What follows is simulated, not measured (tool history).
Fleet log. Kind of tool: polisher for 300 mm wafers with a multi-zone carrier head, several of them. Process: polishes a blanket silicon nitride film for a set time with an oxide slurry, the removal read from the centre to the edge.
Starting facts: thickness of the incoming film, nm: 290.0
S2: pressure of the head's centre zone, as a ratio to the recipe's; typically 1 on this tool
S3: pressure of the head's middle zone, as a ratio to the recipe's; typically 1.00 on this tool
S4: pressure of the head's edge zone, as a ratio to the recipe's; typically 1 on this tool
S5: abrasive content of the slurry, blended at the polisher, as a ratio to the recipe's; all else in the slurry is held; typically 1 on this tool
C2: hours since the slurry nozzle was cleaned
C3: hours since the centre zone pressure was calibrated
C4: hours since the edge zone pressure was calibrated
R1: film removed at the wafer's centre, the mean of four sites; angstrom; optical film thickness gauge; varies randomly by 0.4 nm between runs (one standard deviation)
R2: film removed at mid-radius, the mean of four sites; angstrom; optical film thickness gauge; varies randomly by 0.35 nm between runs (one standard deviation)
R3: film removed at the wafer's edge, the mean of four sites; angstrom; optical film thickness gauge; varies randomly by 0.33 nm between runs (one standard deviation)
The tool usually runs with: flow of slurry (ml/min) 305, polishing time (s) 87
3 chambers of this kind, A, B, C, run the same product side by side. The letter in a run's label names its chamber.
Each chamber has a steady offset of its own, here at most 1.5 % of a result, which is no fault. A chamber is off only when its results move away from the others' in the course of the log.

run 1A hour=8.4 | flow_of_slurry_(ml/min)=305 S2=1 S3=1.00 S4=1 S5=1 polishing_time_(s)=87 | wafers_polished_on_this_pad=428 C2=76.7 C3=219.9 C4=415.4 | R1=369.38 R2=373.03 R3=376.53
run 2C hour=18.5 | flow_of_slurry_(ml/min)=305 S2=1 S3=1.00 S4=1 S5=1 polishing_time_(s)=87 | wafers_polished_on_this_pad=834 C2=648.6 C3=1177.6 C4=136.2 | R1=368.27 R2=363.17 R3=362.92
run 3B hour=25.8 | flow_of_slurry_(ml/min)=305 S2=1 S3=1.00 S4=1 S5=1 polishing_time_(s)=87 | wafers_polished_on_this_pad=659 C2=336.2 C3=167.0 C4=458.2 | R1=370.27 R2=366.95 R3=365.71
run 4A hour=32.4 | flow_of_slurry_(ml/min)=305 S2=1 S3=1.00 S4=1 S5=1 polishing_time_(s)=87 | wafers_polished_on_this_pad=688 C2=100.7 C3=243.9 C4=439.4 | R1=369.97 R2=368.28 R3=376.01
-- hour=32.8 chamber B: slurry nozzle cleaned
run 5C hour=40.1 | flow_of_slurry_(ml/min)=305 S2=1 S3=1.00 S4=1 S5=1 polishing_time_(s)=87 | wafers_polished_on_this_pad=1068 C2=670.2 C3=1199.2 C4=157.8 | R1=366.63 R2=356.09 R3=358.61
-- hour=43.5 chamber A: worn pad replaced by a new one
run 6B hour=50.2 | flow_of_slurry_(ml/min)=305 S2=1 S3=1.00 S4=1 S5=1 polishing_time_(s)=87 | wafers_polished_on_this_pad=923 C2=17.5 C3=191.4 C4=482.6 | R1=372.11 R2=364.01 R3=371.54
run 7B hour=55.9 | flow_of_slurry_(ml/min)=305 S2=1 S3=1.00 S4=1 S5=1 polishing_time_(s)=87 | wafers_polished_on_this_pad=984 C2=23.2 C3=197.1 C4=488.3 | R1=362.53 R2=368.93 R3=365.50
run 8C hour=61.9 | flow_of_slurry_(ml/min)=305 S2=1 S3=1.00 S4=1 S5=1 polishing_time_(s)=87 | wafers_polished_on_this_pad=1304 C2=692.0 C3=1221.0 C4=179.6 | R1=356.41 R2=350.31 R3=356.33
-- hour=63.0 chamber B: worn pad replaced by a new one
-- hour=66.4 chamber A: edge zone pressure recalibrated
run 9A hour=72.0 | flow_of_slurry_(ml/min)=305 S2=1 S3=1.00 S4=1 S5=1 polishing_time_(s)=87 | wafers_polished_on_this_pad=309 C2=140.3 C3=283.5 C4=5.6 | R1=370.34 R2=371.37 R3=375.42
run 10B hour=77.3 | flow_of_slurry_(ml/min)=305 S2=1 S3=1.00 S4=1 S5=1 polishing_time_(s)=87 | wafers_polished_on_this_pad=155 C2=44.6 C3=218.5 C4=509.7 | R1=368.34 R2=370.29 R3=372.16
run 11C hour=83.4 | flow_of_slurry_(ml/min)=305 S2=1 S3=1.00 S4=1 S5=1 polishing_time_(s)=87 | wafers_polished_on_this_pad=1536 C2=713.5 C3=1242.5 C4=201.1 | R1=350.96 R2=346.09 R3=345.37
run 12A hour=92.6 | flow_of_slurry_(ml/min)=305 S2=1 S3=1.00 S4=1 S5=1 polishing_time_(s)=87 | wafers_polished_on_this_pad=532 C2=160.9 C3=304.1 C4=26.2 | R1=373.55 R2=372.19 R3=377.59
run 13C hour=99.2 | flow_of_slurry_(ml/min)=305 S2=1 S3=1.00 S4=1 S5=1 polishing_time_(s)=87 | wafers_polished_on_this_pad=1707 C2=729.3 C3=1258.3 C4=216.9 | R1=343.50 R2=349.57 R3=341.99
run 14A hour=108.0 | flow_of_slurry_(ml/min)=305 S2=1 S3=1.00 S4=1 S5=1 polishing_time_(s)=87 | wafers_polished_on_this_pad=698 C2=176.3 C3=319.5 C4=41.6 | R1=370.93 R2=363.58 R3=368.09
run 15B hour=117.1 | flow_of_slurry_(ml/min)=305 S2=1 S3=1.00 S4=1 S5=1 polishing_time_(s)=87 | wafers_polished_on_this_pad=586 C2=84.4 C3=258.3 C4=549.5 | R1=362.38 R2=374.07 R3=370.07
run 16B hour=124.5 | flow_of_slurry_(ml/min)=305 S2=1 S3=1.00 S4=1 S5=1 polishing_time_(s)=87 | wafers_polished_on_this_pad=666 C2=91.8 C3=265.7 C4=556.9 | R1=371.03 R2=374.33 R3=367.39
-- hour=126.5 chamber A: worn pad replaced by a new one
run 17A hour=131.9 | flow_of_slurry_(ml/min)=305 S2=1 S3=1.00 S4=1 S5=1 polishing_time_(s)=87 | wafers_polished_on_this_pad=58 C2=200.2 C3=343.4 C4=65.5 | R1=365.85 R2=368.33 R3=370.40
run 18C hour=140.6 | flow_of_slurry_(ml/min)=305 S2=1 S3=1.00 S4=1 S5=1 polishing_time_(s)=87 | wafers_polished_on_this_pad=2155 C2=770.7 C3=1299.7 C4=258.3 | R1=334.53 R2=336.31 R3=331.80
run 19A hour=146.7 | flow_of_slurry_(ml/min)=305 S2=1 S3=1.00 S4=1 S5=1 polishing_time_(s)=87 | wafers_polished_on_this_pad=218 C2=215.0 C3=358.2 C4=80.3 | R1=365.08 R2=371.26 R3=375.03
run 20B hour=152.8 | flow_of_slurry_(ml/min)=305 S2=1 S3=1.00 S4=1 S5=1 polishing_time_(s)=87 | wafers_polished_on_this_pad=972 C2=120.1 C3=294.0 C4=585.2 | R1=369.36 R2=367.60 R3=369.20
run 21C hour=163.9 | flow_of_slurry_(ml/min)=305 S2=1 S3=1.00 S4=1 S5=1 polishing_time_(s)=87 | wafers_polished_on_this_pad=2408 C2=794.0 C3=1323.0 C4=281.6 | R1=332.70 R2=328.54 R3=328.60

Next, every chamber runs the same settings. What will each give?
run 22A hour=172.0 | flow_of_slurry_(ml/min)=305 S2=1 S3=1.04 S4=1 S5=1 polishing_time_(s)=87 | R1=? R2=? R3=?
run 22B hour=172.0 | flow_of_slurry_(ml/min)=305 S2=1 S3=1.04 S4=1 S5=1 polishing_time_(s)=87 | R1=? R2=? R3=?
run 22C hour=172.0 | flow_of_slurry_(ml/min)=305 S2=1 S3=1.04 S4=1 S5=1 polishing_time_(s)=87 | R1=? R2=? R3=?

run=22A R1=366.16 R2=384.69 R3=371.63
run=22B R1=370.92 R2=384.28 R3=361.98
run=22C R1=328.19 R2=333.89 R3=323.07
